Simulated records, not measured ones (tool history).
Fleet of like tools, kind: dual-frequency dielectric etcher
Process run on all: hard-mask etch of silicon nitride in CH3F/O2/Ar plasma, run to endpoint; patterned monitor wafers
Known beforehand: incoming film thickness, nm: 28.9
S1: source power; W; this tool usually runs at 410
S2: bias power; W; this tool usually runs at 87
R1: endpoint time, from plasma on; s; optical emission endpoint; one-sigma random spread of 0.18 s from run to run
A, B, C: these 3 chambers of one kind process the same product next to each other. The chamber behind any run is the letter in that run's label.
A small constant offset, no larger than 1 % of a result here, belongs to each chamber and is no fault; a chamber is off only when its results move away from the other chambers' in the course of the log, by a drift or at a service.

| run | day | S1 | S2 | R1 |
|---|---|---|---|---|
| 1C | 0.200 | 410 | 87 | 39.313 |
| 2A | 0.479 | 410 | 87 | 39.108 |
| 3B | 0.754 | 410 | 87 | 38.964 |
| 4A | 0.925 | 410 | 87 | 38.778 |
| 5B | 1.075 | 410 | 87 | 38.594 |
| 6C | 1.412 | 410 | 95 | 37.914 |
| 7B | 1.617 | 410 | 95 | 37.592 |
| 8A | 1.888 | 410 | 95 | 37.622 |
| 9C | 2.142 | 410 | 87 | 39.447 |
| 10B | 2.475 | 410 | 87 | 38.913 |
| 11A | 2.638 | 410 | 87 | 39.382 |
| 12C | 2.850 | 410 | 87 | 39.274 |
| 13C | 3.146 | 410 | 87 | 39.286 |
| 14A | 3.354 | 410 | 87 | 38.903 |
| 15B | 3.567 | 410 | 87 | 38.655 |
| 16B | 3.729 | 500 | 87 | 35.995 |
| 17A | 3.888 | 500 | 87 | 35.852 |
| 18C | 4.154 | 500 | 87 | 36.357 |
| 19A | 4.450 | 410 | 87 | 38.841 |
| 20C | 4.638 | 410 | 87 | 38.922 |
| 21B | 4.817 | 510 | 73 | 37.943 |
| 22A | 4.992 | 510 | 73 | 37.906 |
| 23C | 5.171 | 510 | 73 | 38.590 |
| 24B | 5.446 | 410 | 87 | 38.729 |
|  | 5.471 | chamber A: wet clean of the chamber |
| 25A | 5.742 | 340 | 98 | 40.071 |
| 26C | 6.012 | 340 | 98 | 40.364 |
| 27B | 6.200 | 340 | 98 | 40.262 |
| 28A | 6.425 | 410 | 87 | 38.978 |
| 29B | 6.758 | 410 | 70 | 41.671 |
| 30C | 6.929 | 410 | 70 | 42.177 |
| 31C | 7.088 | 410 | 70 | 42.220 |
| 32B | 7.408 | 410 | 87 | 39.115 |
| 33A | 7.592 | 360 | 77 | 42.923 |
| 34B | 7.746 | 360 | 77 | 42.521 |
| 35A | 7.942 | 360 | 77 | 42.739 |
| 36C | 8.192 | 410 | 87 | 38.739 |
| 37C | 8.346 | 370 | 87 | 40.641 |

What goes on in this fleet: one chamber off, a drifting gauge, or nothing beyond the chambers' own small offsets? Name the chamber and the cause, if any.

Nothing is wrong: each chamber keeps only its own small, steady offset and the gauge holds still.

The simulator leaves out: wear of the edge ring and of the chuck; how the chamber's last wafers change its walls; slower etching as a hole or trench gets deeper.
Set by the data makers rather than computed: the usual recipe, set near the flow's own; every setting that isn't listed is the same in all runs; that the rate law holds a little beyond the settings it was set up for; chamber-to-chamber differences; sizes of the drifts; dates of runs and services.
